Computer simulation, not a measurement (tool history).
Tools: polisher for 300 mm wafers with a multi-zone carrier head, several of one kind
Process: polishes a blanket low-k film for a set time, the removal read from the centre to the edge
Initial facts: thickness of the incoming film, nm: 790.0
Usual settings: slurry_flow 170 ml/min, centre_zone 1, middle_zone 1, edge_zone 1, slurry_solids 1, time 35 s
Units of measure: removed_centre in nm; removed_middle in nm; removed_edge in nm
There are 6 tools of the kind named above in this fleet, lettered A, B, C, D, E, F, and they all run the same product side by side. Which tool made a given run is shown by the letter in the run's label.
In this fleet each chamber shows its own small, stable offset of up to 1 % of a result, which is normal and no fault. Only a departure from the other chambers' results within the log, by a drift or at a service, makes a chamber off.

run	hour	slurry_flow	centre_zone	middle_zone	edge_zone	slurry_solids	time	wafers polished on this pad	hours since the slurry nozzle was cleaned	hours since the centre zone pressure was calibrated	hours since the edge zone pressure was calibrated	removed_centre	removed_middle	removed_edge
# hour 0.2: chamber E: centre zone pressure recalibrated
1F	6.4	170	1	1	1	1	35	693	296.5	1255	382.6	19.106	18.746	18.767
# hour 6.6: chamber F: worn pad replaced by a new one
# hour 9: chamber C: worn pad replaced by a new one
2A	11.4	170	1	1	1	1	35	486	404.6	310.1	923.6	19.009	18.673	18.984
3B	17.9	170	1	1	1	1	35	766	107.3	1211.6	487.8	19.059	18.851	19.424
4C	28	170	1	1	1	1	35	238	253.5	344.9	325.6	19.195	18.703	19.053
5D	33.7	170	1	1	1	1	35	478	477.1	86.4	616.7	19.292	18.974	19.173
6E	41.1	170	1	1	1	1	35	716	194.1	41	489.5	19.094	19.083	18.642
# hour 44.2: chamber E: worn pad replaced by a new one
7D	45.9	170	1	1	1	1	35	631	489.3	98.6	628.9	19.243	18.833	19.286
# hour 49.5: chamber B: worn pad replaced by a new one
8A	53.8	170	1	1	0.89	1	35	1016	447	352.5	966	19.172	18.866	17.942
# hour 57.5: chamber A: worn pad replaced by a new one
# hour 58.6: chamber E: slurry nozzle cleaned
# hour 63.4: chamber F: worn pad replaced by a new one
9F	63.8	170	1	1	0.89	1	35	5	353.9	1312.4	440	19.142	19.291	17.743
# hour 65.2: chamber A: centre zone pressure recalibrated
# hour 65.8: chamber D: worn pad replaced by a new one
10E	69.5	170	1	1	0.89	1	35	317	10.9	69.4	517.9	19.172	19.371	17.942
11B	75.4	170	1	1	0.89	1	35	324	164.8	1269.1	545.3	19.241	18.931	18.17
# hour 81.2: chamber C: worn pad replaced by a new one
12C	85	170	1	1	0.89	1	35	48	310.5	401.9	382.6	19.2	19.015	17.81
# hour 94.1: chamber B: centre zone pressure recalibrated
# hour 94.7: chamber E: worn pad replaced by a new one
13D	95.3	170	1	1	0.89	1	35	369	538.7	148	678.3	19.175	19.122	18.167
14C	104.1	170	1	1	0.94	1	40	286	329.6	421	401.7	21.917	21.889	20.928
# hour 107.4: chamber F: centre zone pressure recalibrated
15A	113.4	170	1	1	0.94	1	40	699	506.6	48.2	1025.6	21.755	21.474	21.161
16B	119.1	170	1	1	0.94	1	40	871	208.5	25.1	589	21.65	21.506	21.091
# hour 123.6: chamber F: worn pad replaced by a new one
# hour 129: chamber A: worn pad replaced by a new one
17E	129.6	170	1	1	0.94	1	40	437	71	129.5	578	21.853	21.859	21.167
18F	135.7	170	1	1	0.94	1	40	151	425.8	28.3	511.9	22.738	21.894	21.095
# hour 139.8: chamber D: worn pad replaced by a new one
# hour 139.8: chamber B: worn pad replaced by a new one
19D	140.3	170	1	1	0.94	1	40	6	583.7	193	723.3	21.896	21.674	21.159
# hour 145.9: chamber C: worn pad replaced by a new one
20C	148	170	1	1	1	1	35	27	373.5	464.9	445.6	19.344	18.919	18.876
# hour 149.7: chamber A: slurry nozzle cleaned
# hour 150.7: chamber C: centre zone pressure recalibrated
# hour 152.3: chamber E: worn pad replaced by a new one
21E	155.4	170	1.11	1	1	0.85	35	38	96.8	155.3	603.8	19.801	17.768	17.648
22A	165.9	170	1.11	1	1	0.85	35	462	16.3	100.7	1078.1	19.778	17.634	17.559
# hour 167.1: chamber D: slurry nozzle cleaned
23B	170.6	170	1.11	1	1	0.85	35	386	260	76.6	640.5	19.691	17.466	17.596
# hour 174.3: chamber F: worn pad replaced by a new one
24F	175.7	170	1.11	1	1	0.85	35	18	465.8	68.3	551.9	20.856	17.545	17.646
25D	183.8	170	1.11	1	1	0.85	35	550	16.7	236.5	766.8	19.763	17.861	17.815
26E	192.4	170	1.11	1	1	0.85	35	501	133.8	192.3	640.8	19.767	17.494	17.529
27A	197.3	170	1	1	1	1	35	855	47.7	132.1	1109.5	19.103	18.645	18.765
# hour 203: chamber A: worn pad replaced by a new one
# hour 206: chamber E: worn pad replaced by a new one
28F	206.5	170	1	1	1	1	35	403	496.6	99.1	582.7	20.061	18.836	19.098
# hour 206.8: chamber C: worn pad replaced by a new one
# hour 212.2: chamber A: edge zone pressure recalibrated
29B	215.9	170	1	1	1	1	35	952	305.3	121.9	685.8	19.011	19.366	19.147
30C	222.7	170	1	1.1	1	1	42	199	448.2	72.1	520.3	23.249	24.595	22.676
# hour 224: chamber D: worn pad replaced by a new one
# hour 224.7: chamber C: slurry nozzle cleaned
31F	227.8	170	1	1.1	1	1	42	669	517.9	120.4	604	23.693	24.788	22.789
# hour 228.4: chamber B: worn pad replaced by a new one
32D	232.9	170	1	1.1	1	1	42	111	65.8	285.6	815.9	23.301	24.7	22.977
33A	237.7	170	1	1.1	1	1	42	434	88.1	172.5	25.6	22.899	24.639	22.748
34E	245.8	170	1	1.1	1	1	42	498	187.2	245.7	694.2	23.058	24.375	22.56
35B	254.4	170	1	1.1	1	1	42	325	343.8	160.4	724.3	22.989	25.244	22.893
36C	261.9	170	1	1	1	1	35	689	37.2	111.3	559.5	19.229	18.988	18.997
# hour 264.1: chamber C: worn pad replaced by a new one
37D	266.9	170	1	1	1	1	35	536	99.8	319.6	849.9	19.031	18.907	19.203
38C	274.5	170	1	1	1	1	35	130	49.8	123.9	572.1	19.243	19.053	18.99
39A	279.8	170	1	1	1	1	35	960	130.2	214.6	67.7	19.07	18.88	18.755

For the next run the whole fleet of 6 chambers uses the same settings. Give each chamber's results:
40A	287.4	170	1	1	1	1	35					?	?	?
40B	287.4	170	1	1	1	1	35					?	?	?
40C	287.4	170	1	1	1	1	35					?	?	?
40D	287.4	170	1	1	1	1	35					?	?	?
40E	287.4	170	1	1	1	1	35					?	?	?
40F	287.4	170	1	1	1	1	35					?	?	?

run	removed_centre	removed_middle	removed_edge
40A	19.051	19.078	18.75
40B	19.065	18.622	19.258
40C	19.283	18.944	19.021
40D	19.175	18.863	19.19
40E	19.085	18.918	18.907
40F	19.895	18.895	18.699

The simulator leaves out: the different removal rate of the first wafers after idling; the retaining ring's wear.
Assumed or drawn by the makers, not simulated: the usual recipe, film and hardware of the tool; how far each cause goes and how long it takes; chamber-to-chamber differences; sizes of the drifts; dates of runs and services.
